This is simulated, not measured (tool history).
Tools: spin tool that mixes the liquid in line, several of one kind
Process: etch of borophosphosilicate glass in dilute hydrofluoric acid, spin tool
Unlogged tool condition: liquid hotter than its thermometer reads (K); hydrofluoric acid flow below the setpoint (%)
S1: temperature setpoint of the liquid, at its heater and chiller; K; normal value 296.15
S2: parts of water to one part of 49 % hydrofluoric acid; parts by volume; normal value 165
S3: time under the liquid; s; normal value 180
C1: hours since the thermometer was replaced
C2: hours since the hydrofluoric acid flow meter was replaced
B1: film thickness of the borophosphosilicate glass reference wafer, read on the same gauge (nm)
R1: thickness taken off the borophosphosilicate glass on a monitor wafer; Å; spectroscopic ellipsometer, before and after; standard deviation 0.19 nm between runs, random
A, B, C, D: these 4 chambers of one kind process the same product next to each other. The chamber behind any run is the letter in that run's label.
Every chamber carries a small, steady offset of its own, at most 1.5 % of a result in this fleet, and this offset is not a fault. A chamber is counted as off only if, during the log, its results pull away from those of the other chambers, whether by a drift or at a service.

run	hour	S1	S2	S3	C1	C2	B1	R1
1D	12.4	296.15	165	180	79.3	752.1	80.008	298.69
2B	19.7	296.15	165	180	1061	1797.9	80.048	300.57
3A	27.7	296.15	165	180	1218.1	880.3	80.048	304.93
4C	34	296.15	165	180	536.5	676.2	79.944	301.07
# hour 40: chamber C: hydrofluoric acid flow meter replaced
# hour 44.9: chamber B: hydrofluoric acid flow meter replaced
5C	45	296.15	165	180	547.5	5	80.024	302.37
6B	54.2	296.15	165	180	1095.5	9.3	79.984	301.63
7D	66.1	296.15	165	180	133	805.8	80.017	298.14
8A	73.2	296.15	165	180	1263.6	925.8	79.982	306.99
9B	82.1	296.15	165	180	1123.4	37.2	80.03	303.72
10A	90.2	296.15	165	180	1280.6	942.8	80.032	300.72
11D	101.4	296.15	165	180	168.3	841.1	80.009	299.63
12C	113.5	296.15	165	180	616	73.5	80.008	306.2
13C	121	296.15	165	180	623.5	81	79.984	302.25
14A	135.4	296.15	165	180	1325.8	988	79.987	303.27
15D	145.2	296.15	165	180	212.1	884.9	79.997	296.44
16B	151.7	296.15	165	180	1193	106.8	80.073	301.73
17D	165	296.15	125	180	231.9	904.7	80.036	413.95
18A	176.9	296.15	125	180	1367.3	1029.5	79.985	416.64
19C	190.2	296.15	125	180	692.7	150.2	79.98	426.07
20B	198.3	296.15	125	180	1239.6	153.4	79.983	419.29
# hour 208.8: chamber B: thermometer replaced
21A	210	296.15	165	180	1400.4	1062.6	79.993	302.95
22C	218.2	296.15	165	180	720.7	178.2	80.005	311.96
23D	225.5	296.15	165	180	292.4	965.2	80.028	298.22
24B	239.7	296.15	165	180	31	194.8	79.974	300.5
25D	249.5	296.15	220	180	316.4	989.2	79.981	210.13
26C	257.7	296.15	220	180	760.2	217.7	79.958	220.71
27A	266.8	296.15	220	180	1457.2	1119.4	80.002	214.83
28B	279.6	296.15	220	180	70.9	234.7	79.987	215.58
29D	290.9	296.15	165	180	357.8	1030.6	80.029	299.52
30A	304.7	296.15	165	180	1495.1	1157.3	80.007	301.9
31C	316	296.15	165	180	818.5	276	79.989	317.77
32B	328.7	296.15	165	180	120	283.8	79.981	303.4
# hour 336.1: chamber A: thermometer replaced
33C	342.8	296.15	165	180	845.3	302.8	79.956	316.05
34D	352.7	296.15	235	105	419.6	1092.4	79.989	114.85
35A	359.7	296.15	235	105	23.7	1212.3	79.962	115.4
36B	366.7	296.15	235	105	158	321.8	80.006	114.24

What goes on in this fleet: one chamber off, a drifting gauge, or nothing beyond the chambers' own small offsets? Name the chamber and the cause, if any.

It is chamber C that slowly wanders off from its peers.
What lies behind it: liquid hotter than its thermometer reads (K) = 1.44.
The log may not separate it from: hydrofluoric acid flow above the setpoint (%).

Here are 4 candidates for chamber C's next run, each the usual settings with a change, their results left as question marks. Which one brings its results back in line with what the others give on the usual settings?
Allowed miss from the other chambers' usual-settings mean, per result, to count as in line: R1 6.7 Å
37C-1	377.2	296.65	165	180				?
37C-2	377.2	296.15	165	170				?
37C-3	377.2	295.65	165	180				?
37C-4	377.2	296.15	165	190				?

Other chambers, usual settings, mean: R1 301.72 Å
run	R1
37C-1	325.1
37C-2	301.33
37C-3	313.09
37C-4	336.78
With 37C-2, the chamber falls back in line with the rest.
